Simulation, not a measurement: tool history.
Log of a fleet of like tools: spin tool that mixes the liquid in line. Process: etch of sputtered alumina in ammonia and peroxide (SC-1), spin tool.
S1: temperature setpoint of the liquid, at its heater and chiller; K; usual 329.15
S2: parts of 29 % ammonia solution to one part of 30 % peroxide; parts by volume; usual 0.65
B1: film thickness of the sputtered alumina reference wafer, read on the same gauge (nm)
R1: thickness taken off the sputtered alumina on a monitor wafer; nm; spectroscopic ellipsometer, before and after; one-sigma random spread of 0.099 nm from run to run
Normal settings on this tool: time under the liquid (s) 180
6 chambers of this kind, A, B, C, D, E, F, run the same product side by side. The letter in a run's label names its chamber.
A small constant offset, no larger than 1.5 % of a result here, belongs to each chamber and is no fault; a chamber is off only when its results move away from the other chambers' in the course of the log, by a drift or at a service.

{"run": "1E", "hour": 3.6, "S1": 329.15, "S2": 0.65, "time under the liquid (s)": 180, "B1": 40.018, "R1": 18.521}
{"run": "2B", "hour": 7.3, "S1": 329.15, "S2": 0.65, "time under the liquid (s)": 180, "B1": 40.01, "R1": 18.07}
{"run": "3C", "hour": 11.8, "S1": 329.15, "S2": 0.65, "time under the liquid (s)": 180, "B1": 39.991, "R1": 18.316}
{"run": "4F", "hour": 16.5, "S1": 329.15, "S2": 0.65, "time under the liquid (s)": 180, "B1": 39.992, "R1": 18.433}
{"run": "5D", "hour": 19.4, "S1": 329.15, "S2": 0.65, "time under the liquid (s)": 180, "B1": 39.966, "R1": 18.298}
{"run": "6A", "hour": 23.0, "S1": 329.15, "S2": 0.65, "time under the liquid (s)": 180, "B1": 40.011, "R1": 18.39}
{"run": "7B", "hour": 28.0, "S1": 329.15, "S2": 0.65, "time under the liquid (s)": 180, "B1": 40.012, "R1": 18.018}
{"run": "8D", "hour": 33.0, "S1": 329.15, "S2": 0.35, "time under the liquid (s)": 135, "B1": 40.024, "R1": 12.979}
{"run": "9E", "hour": 37.4, "S1": 329.15, "S2": 0.35, "time under the liquid (s)": 135, "B1": 39.994, "R1": 13.083}
{"run": "10A", "hour": 43.6, "S1": 329.15, "S2": 0.35, "time under the liquid (s)": 135, "B1": 40.025, "R1": 13.031}
{"run": "11C", "hour": 46.9, "S1": 329.15, "S2": 0.35, "time under the liquid (s)": 135, "B1": 39.987, "R1": 13.016}
{"run": "12F", "hour": 52.2, "S1": 329.15, "S2": 0.35, "time under the liquid (s)": 135, "B1": 39.988, "R1": 13.054}
{"run": "13E", "hour": 55.0, "S1": 329.15, "S2": 0.35, "time under the liquid (s)": 135, "B1": 39.953, "R1": 13.057}
{"run": "14D", "hour": 60.3, "S1": 329.15, "S2": 0.65, "time under the liquid (s)": 180, "B1": 40.011, "R1": 18.407}
{"run": "15C", "hour": 66.5, "S1": 329.15, "S2": 0.45, "time under the liquid (s)": 180, "B1": 39.967, "R1": 17.453}
{"run": "16F", "hour": 71.3, "S1": 329.15, "S2": 0.45, "time under the liquid (s)": 180, "B1": 40.026, "R1": 17.754}
{"run": "17B", "hour": 76.6, "S1": 329.15, "S2": 0.45, "time under the liquid (s)": 180, "B1": 40.008, "R1": 17.51}
{"run": "18A", "hour": 81.3, "S1": 329.15, "S2": 0.45, "time under the liquid (s)": 180, "B1": 39.963, "R1": 17.907}
{"run": "19F", "hour": 86.9, "S1": 329.15, "S2": 0.45, "time under the liquid (s)": 180, "B1": 39.988, "R1": 17.608}
{"run": "20B", "hour": 92.0, "S1": 329.15, "S2": 0.45, "time under the liquid (s)": 180, "B1": 39.966, "R1": 17.544}
{"run": "21D", "hour": 96.5, "S1": 329.15, "S2": 0.65, "time under the liquid (s)": 180, "B1": 40.004, "R1": 18.431}
{"run": "22E", "hour": 99.7, "S1": 329.15, "S2": 0.65, "time under the liquid (s)": 180, "B1": 39.978, "R1": 17.966}
{"run": "23C", "hour": 104.7, "S1": 334.65, "S2": 0.9, "time under the liquid (s)": 180, "B1": 40.011, "R1": 25.204}
{"run": "24A", "hour": 110.7, "S1": 334.65, "S2": 0.9, "time under the liquid (s)": 180, "B1": 40.036, "R1": 25.088}
{"run": "25C", "hour": 114.1, "S1": 334.65, "S2": 0.9, "time under the liquid (s)": 180, "B1": 39.977, "R1": 25.425}
{"run": "26E", "hour": 118.2, "S1": 334.65, "S2": 0.9, "time under the liquid (s)": 180, "B1": 40.031, "R1": 24.551}
{"hour": 121.5, "done": "chamber A: new drum of ammonia solution connected"}
{"run": "27F", "hour": 124.7, "S1": 334.65, "S2": 0.9, "time under the liquid (s)": 180, "B1": 39.994, "R1": 25.055}
{"run": "28D", "hour": 127.6, "S1": 334.65, "S2": 0.9, "time under the liquid (s)": 180, "B1": 40.021, "R1": 25.346}
{"run": "29A", "hour": 131.4, "S1": 329.15, "S2": 0.65, "time under the liquid (s)": 180, "B1": 40.01, "R1": 18.733}
{"run": "30B", "hour": 137.1, "S1": 329.15, "S2": 0.65, "time under the liquid (s)": 180, "B1": 39.989, "R1": 17.914}
{"hour": 137.7, "done": "chamber D: thermometer replaced"}
{"run": "31A", "hour": 141.5, "S1": 329.15, "S2": 0.65, "time under the liquid (s)": 180, "B1": 39.985, "R1": 18.623}
{"run": "32C", "hour": 146.3, "S1": 329.15, "S2": 0.65, "time under the liquid (s)": 180, "B1": 39.985, "R1": 18.238}
{"run": "33E", "hour": 149.6, "S1": 329.15, "S2": 0.65, "time under the liquid (s)": 180, "B1": 40.035, "R1": 17.68}
{"run": "34D", "hour": 152.6, "S1": 329.15, "S2": 0.65, "time under the liquid (s)": 180, "B1": 39.977, "R1": 18.525}
{"run": "35F", "hour": 157.8, "S1": 329.15, "S2": 0.65, "time under the liquid (s)": 180, "B1": 39.993, "R1": 18.488}
{"run": "36B", "hour": 163.6, "S1": 329.15, "S2": 0.65, "time under the liquid (s)": 180, "B1": 39.985, "R1": 18.213}
{"run": "37A", "hour": 166.4, "S1": 329.15, "S2": 0.65, "time under the liquid (s)": 180, "B1": 40.04, "R1": 18.54}
{"run": "38F", "hour": 169.4, "S1": 329.15, "S2": 0.65, "time under the liquid (s)": 180, "B1": 39.974, "R1": 18.119}
{"run": "39C", "hour": 173.5, "S1": 329.15, "S2": 0.65, "time under the liquid (s)": 180, "B1": 40.038, "R1": 18.239}

Is one chamber out of step, is the gauge drifting, or do the chambers differ by no more than their own small offsets? For an off chamber, give its letter and the likeliest cause.

Chamber E drifts away from the others.
Cause: temperature lost on the way to the wafer (K) = 0.972.
The log might look much the same if the cause were instead: liquid colder than its thermometer reads (K).

Below are 4 candidate recipes for chamber E's next run, each the usual settings with a change, their results shown as question marks. Which of them brings E's results back in line with what the other chambers give on the usual settings?
Allowed miss from the other chambers' usual-settings mean, per result, to count as in line: R1 0.350 nm
{"run": "40E-1", "hour": 178.2, "S1": 329.15, "S2": 0.45, "time under the liquid (s)": 180, "R1": "?"}
{"run": "40E-2", "hour": 178.2, "S1": 329.15, "S2": 0.95, "time under the liquid (s)": 180, "R1": "?"}
{"run": "40E-3", "hour": 178.2, "S1": 330.65, "S2": 0.65, "time under the liquid (s)": 180, "R1": "?"}
{"run": "40E-4", "hour": 178.2, "S1": 328.65, "S2": 0.65, "time under the liquid (s)": 170, "R1": "?"}

Usual-settings mean across the other chambers: R1 18.318 nm
run=40E-1 R1=16.929
run=40E-2 R1=18.190
run=40E-3 R1=18.976
run=40E-4 R1=16.139
40E-2 is the one that brings the chamber's results back in line with the other chambers.
